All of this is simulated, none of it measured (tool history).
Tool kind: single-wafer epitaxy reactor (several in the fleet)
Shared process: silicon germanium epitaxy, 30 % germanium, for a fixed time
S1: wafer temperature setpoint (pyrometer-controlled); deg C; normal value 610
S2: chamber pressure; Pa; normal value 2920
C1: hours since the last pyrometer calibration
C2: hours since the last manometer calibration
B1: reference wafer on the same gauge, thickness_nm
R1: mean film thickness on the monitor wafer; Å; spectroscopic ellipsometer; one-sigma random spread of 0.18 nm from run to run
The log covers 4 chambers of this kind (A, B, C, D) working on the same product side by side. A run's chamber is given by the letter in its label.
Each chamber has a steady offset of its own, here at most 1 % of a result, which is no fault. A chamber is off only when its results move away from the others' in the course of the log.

| run | hour | S1 | S2 | C1 | C2 | B1 | R1 |
|---|---|---|---|---|---|---|---|
| 1A | 11.4 | 610 | 2920 | 398.5 | 140 | 76.805 | 731.09 |
| 2B | 23.3 | 610 | 2920 | 921.1 | 996.5 | 76.794 | 739.31 |
| 3C | 30.4 | 610 | 2920 | 348.8 | 938 | 76.772 | 727.63 |
| 4D | 42.3 | 610 | 2920 | 1436 | 1411.5 | 76.809 | 734.74 |
| 5D | 49.6 | 610 | 2920 | 1443.3 | 1418.8 | 76.84 | 735.15 |
| 6B | 60.3 | 610 | 2920 | 958.1 | 1033.5 | 76.812 | 739.37 |
| 7C | 69.5 | 610 | 2920 | 387.9 | 977.1 | 76.791 | 731.22 |
| 8A | 79.9 | 610 | 2920 | 467 | 208.5 | 76.781 | 735 |
| 9D | 91 | 610 | 2920 | 1484.7 | 1460.2 | 76.839 | 732.86 |
| 10A | 98.9 | 610 | 2920 | 486 | 227.5 | 76.834 | 730.23 |
| 11B | 110.5 | 610 | 2920 | 1008.3 | 1083.7 | 76.783 | 736.43 |
| 12C | 118.6 | 610 | 2920 | 437 | 1026.2 | 76.814 | 725.25 |
| 13A | 128.4 | 610 | 2920 | 515.5 | 257 | 76.769 | 734.16 |
| 14C | 134.6 | 610 | 2920 | 453 | 1042.2 | 76.766 | 730.33 |
| 15D | 146.6 | 610 | 2920 | 1540.3 | 1515.8 | 76.798 | 732.99 |
| 16B | 155 | 610 | 2920 | 1052.8 | 1128.2 | 76.791 | 738.73 |
| 17D | 166.9 | 610 | 2920 | 1560.6 | 1536.1 | 76.817 | 738.12 |
| 18B | 177.2 | 610 | 2920 | 1075 | 1150.4 | 76.717 | 739.72 |
| 19A | 185.1 | 610 | 2920 | 572.2 | 313.7 | 76.785 | 733.35 |
| 20C | 192 | 610 | 2920 | 510.4 | 1099.6 | 76.731 | 731.28 |
|  | 201.1 | chamber D: pyrometer calibrated |
| 21D | 202.9 | 610 | 2920 | 1.9 | 1572.1 | 76.734 | 731.44 |
| 22A | 208.8 | 610 | 2920 | 595.9 | 337.4 | 76.831 | 732.78 |
| 23C | 214.6 | 610 | 2920 | 533 | 1122.2 | 76.791 | 731.96 |
| 24B | 224.1 | 597 | 2920 | 1121.9 | 1197.3 | 76.806 | 585.13 |
| 25D | 230.5 | 597 | 2920 | 29.5 | 1599.7 | 76.806 | 579.53 |
| 26B | 236.7 | 597 | 2920 | 1134.5 | 1209.9 | 76.844 | 583.41 |
|  | 242 | chamber B: capacitance manometer re-zeroed and calibrated |
| 27C | 243.5 | 597 | 2920 | 561.9 | 1151.1 | 76.793 | 574.13 |
| 28A | 250.6 | 610 | 2920 | 637.7 | 379.2 | 76.795 | 732.94 |
| 29C | 256 | 610 | 2920 | 574.4 | 1163.6 | 76.768 | 731.78 |
| 30B | 265.1 | 610 | 2920 | 1162.9 | 23.2 | 76.775 | 740.79 |
| 31D | 272.7 | 610 | 2920 | 71.7 | 1641.9 | 76.825 | 734.19 |
| 32A | 283.7 | 610 | 2920 | 670.8 | 412.3 | 76.799 | 734.68 |
| 33A | 291.7 | 610 | 2920 | 678.8 | 420.3 | 76.802 | 736.84 |
| 34B | 297.2 | 610 | 2920 | 1195 | 55.3 | 76.804 | 738.57 |
| 35D | 306.4 | 610 | 2920 | 105.4 | 1675.6 | 76.779 | 734.72 |
| 36C | 313.2 | 610 | 2920 | 631.6 | 1220.8 | 76.807 | 728.48 |
| 37C | 325.2 | 610 | 2920 | 643.6 | 1232.8 | 76.792 | 729.73 |
| 38B | 333.3 | 610 | 2920 | 1231.1 | 91.4 | 76.826 | 739.32 |
| 39A | 342.7 | 610 | 2920 | 729.8 | 471.3 | 76.802 | 733.34 |
| 40D | 354.2 | 610 | 2920 | 153.2 | 1723.4 | 76.843 | 733.95 |
| 41D | 366.3 | 610 | 2920 | 165.3 | 1735.5 | 76.852 | 735.49 |
| 42B | 373.2 | 610 | 2920 | 1271 | 131.3 | 76.803 | 739.41 |

Which is it: a chamber that has drifted or been left off by a service, a gauge drift common to all chambers, or only each chamber's usual small offset? If a chamber is off, name it and its likeliest cause.

All chambers stay in line apart from their small fixed offsets, and the gauge does not drift.

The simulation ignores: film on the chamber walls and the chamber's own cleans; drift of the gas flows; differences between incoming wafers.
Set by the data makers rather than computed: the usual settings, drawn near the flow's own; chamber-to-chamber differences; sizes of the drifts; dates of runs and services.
